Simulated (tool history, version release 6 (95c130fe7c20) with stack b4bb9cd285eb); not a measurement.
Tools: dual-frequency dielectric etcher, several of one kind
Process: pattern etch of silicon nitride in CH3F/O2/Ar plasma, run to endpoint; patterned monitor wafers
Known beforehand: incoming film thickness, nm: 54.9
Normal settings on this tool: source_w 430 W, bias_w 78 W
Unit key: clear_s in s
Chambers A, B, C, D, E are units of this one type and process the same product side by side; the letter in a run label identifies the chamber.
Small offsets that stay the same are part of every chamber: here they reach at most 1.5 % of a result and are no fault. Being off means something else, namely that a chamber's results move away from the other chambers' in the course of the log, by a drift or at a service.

run,day,source_w,bias_w,clear_s
1C,0.242,430,78,75.477
2B,0.588,430,78,75.043
3E,0.783,430,78,76.045
4D,1.079,430,78,75.288
5A,1.296,430,78,74.37
# day 1.488: chamber A: wet clean of the chamber
6B,1.542,430,78,75.353
7C,1.912,430,78,75.278
8A,2.129,430,78,74.993
9E,2.546,430,78,76.384
10D,2.858,430,78,75.479
11E,3.046,430,78,76.101
# day 3.325: chamber C: bias power generator calibrated
12A,3.462,350,70,84.399
13B,3.696,350,70,84.276
14C,4.075,350,70,84.833
15D,4.262,350,70,85.079
16C,4.454,350,70,85.115
17E,4.779,430,78,76.018
18D,5.096,430,78,75.23
19B,5.425,430,78,74.906
20A,5.642,430,78,74.95
21E,5.933,390,92,74.309
22B,6.125,390,92,73.695
23D,6.312,390,92,73.802
24A,6.712,390,92,73.11
25C,7.021,390,92,72.621
26A,7.388,430,78,74.752
27E,7.792,430,78,76.204
28D,8.021,430,78,75.43
29C,8.338,430,78,73.629
30B,8.55,430,78,75.273
31E,8.912,430,78,76.073
32D,9.267,480,85,70.299
33B,9.492,480,85,70.162
34A,9.688,480,85,69.705
35C,9.9,480,85,68.694
36D,10.275,480,85,70.232
37C,10.583,430,78,74.022
38B,10.971,430,78,75.634
39E,11.325,480,92,68.685
40A,11.617,480,92,68.04
41A,11.842,480,92,67.786

Does one chamber stand apart from the rest, does the shared gauge drift, or is all well apart from small per-chamber offsets? Give the chamber and the most likely cause, where there is one.

Chamber C drifts away from the others.
Most likely cause: etch rate over this chamber's usual, % = 3.1.

Which of the 4 candidates below, each the usual settings with something changed and its results left as question marks, puts chamber C back in line with what the other chambers give on the usual settings?
Counts as in line when no further than this from what the other chambers average on the usual settings: clear_s 0.8 s
42C-1,12.146,400,78,?
42C-2,12.146,430,81,?
42C-3,12.146,420,78,?
42C-4,12.146,470,78,?

The other chambers' mean on the usual settings: clear_s 75.462 s
run,clear_s
42C-1,75.428
42C-2,72.433
42C-3,74.048
42C-4,70.956
With 42C-1, the chamber falls back in line with the rest.

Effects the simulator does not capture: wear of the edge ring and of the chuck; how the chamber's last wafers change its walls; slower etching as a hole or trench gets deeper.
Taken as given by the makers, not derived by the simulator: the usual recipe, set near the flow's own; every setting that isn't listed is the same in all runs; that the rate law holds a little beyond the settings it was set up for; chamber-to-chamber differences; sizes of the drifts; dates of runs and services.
